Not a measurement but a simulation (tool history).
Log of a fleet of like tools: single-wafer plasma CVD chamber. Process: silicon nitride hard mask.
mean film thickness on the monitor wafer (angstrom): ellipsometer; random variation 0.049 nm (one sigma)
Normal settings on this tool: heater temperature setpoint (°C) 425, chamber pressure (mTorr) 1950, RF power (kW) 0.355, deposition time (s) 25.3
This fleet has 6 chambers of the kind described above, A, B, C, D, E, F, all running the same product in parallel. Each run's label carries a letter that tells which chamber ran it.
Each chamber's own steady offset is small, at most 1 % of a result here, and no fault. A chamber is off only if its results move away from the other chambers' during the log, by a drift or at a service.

run   hour  heater temperature setpoint (°C)  chamber pressure (mTorr)  RF power (kW)  deposition time (s)  read-back reference wafer on the same gauge, thickness_nm  mean film thickness on the monitor wafer (angstrom)
 1E    4.2                               425                      1950          0.355                 25.3                                                     28.805                                               340.38
 2B    9.5                               425                      1950          0.355                 25.3                                                     28.808                                               341.06
 3D   12.7                               425                      1950          0.355                 25.3                                                     28.817                                               341.71
 4F   18.0                               425                      1950          0.355                 25.3                                                     28.811                                               341.31
 5C   22.6                               425                      1950          0.355                 25.3                                                     28.811                                               341.32
 6A   26.7                               411                      1950          0.315                 25.3                                                     28.821                                               319.86
 7D   33.4                               411                      1950          0.315                 25.3                                                     28.821                                               317.87
 8C   39.0                               411                      1950          0.315                 25.3                                                     28.839                                               317.41
 9F   43.5                               411                      1950          0.315                 25.3                                                     28.833                                               318.54
10A   48.1                               411                      1950          0.315                 25.3                                                     28.829                                               320.66
11B   52.7                               411                      1950          0.315                 25.3                                                     28.837                                               318.99
12E   56.1                               425                      1950          0.355                 25.3                                                     28.849                                               341.69
13C   60.6                               425                      1950          0.355                 25.3                                                     28.845                                               340.53
14B   64.6                               415                      1560          0.355                 25.3                                                     28.848                                               321.22
15F   70.9                               415                      1560          0.355                 25.3                                                     28.865                                               323.28
16D   77.2                               415                      1560          0.355                 25.3                                                     28.850                                               321.68
17E   81.8                               415                      1560          0.355                 25.3                                                     28.857                                               321.74
18A   85.5                               415                      1560          0.355                 25.3                                                     28.870                                               324.08
19B   90.9                               415                      1560          0.355                 25.3                                                     28.874                                               321.69
20F   97.0                               433                      1950          0.355                 29.9                                                     28.868                                               402.24
21D  101.3                               433                      1950          0.355                 29.9                                                     28.874                                               403.01
22A  106.8                               433                      1950          0.355                 29.9                                                     28.880                                               405.50
23C  113.7                               433                      1950          0.355                 29.9                                                     28.886                                               401.85
24E  119.7                               433                      1950          0.355                 29.9                                                     28.877                                               401.52
25E  126.8                               433                      1950          0.355                 29.9                                                     28.891                                               402.19
26F  130.0                               425                      1950          0.355                 25.3                                                     28.893                                               343.12
27C  133.5                               425                      1950          0.355                 25.3                                                     28.894                                               340.74
28A  138.0                               425                      1950          0.355                 25.3                                                     28.903                                               345.26
29D  141.9                               433                      1950          0.355                 25.3                                                     28.903                                               341.09
30B  148.9                               433                      1950          0.355                 25.3                                                     28.906                                               341.12
31A  154.1                               433                      1950          0.355                 25.3                                                     28.905                                               343.15
32B  160.4                               433                      1950          0.355                 25.3                                                     28.923                                               340.19
33F  166.3                               433                      1950          0.355                 25.3                                                     28.928                                               341.39
34E  170.2                               433                      1950          0.355                 25.3                                                     28.928                                               341.15
35C  176.8                               425                      1950          0.355                 25.3                                                     28.928                                               341.71
36D  181.7                               425                      1950          0.355                 25.3                                                     28.932                                               342.81
37B  188.9                               425                      1950          0.355                 25.3                                                     28.935                                               343.09
38C  194.4                               425                      1750          0.355                 22.9                                                     28.937                                               300.38
39D  201.5                               425                      1750          0.355                 22.9                                                     28.946                                               300.66
40A  204.8                               425                      1750          0.355                 22.9                                                     28.962                                               303.39
41E  210.9                               425                      1750          0.355                 22.9                                                     28.952                                               301.30
42F  216.2                               425                      1750          0.355                 22.9                                                     28.954                                               301.36
43C  223.3                               425                      1750          0.355                 22.9                                                     28.971                                               300.97

Next, all 6 chambers run the settings below, one line each with question marks for the results. What does each chamber give?
44A  228.6                               425                      1950          0.355                 29.9                                                                                                               ?
44B  228.6                               425                      1950          0.355                 29.9                                                                                                               ?
44C  228.6                               425                      1950          0.355                 29.9                                                                                                               ?
44D  228.6                               425                      1950          0.355                 29.9                                                                                                               ?
44E  228.6                               425                      1950          0.355                 29.9                                                                                                               ?
44F  228.6                               425                      1950          0.355                 29.9                                                                                                               ?

run  mean film thickness on the monitor wafer (angstrom)
44A                                               408.27
44B                                               404.83
44C                                               404.57
44D                                               404.32
44E                                               404.76
44F                                               405.52
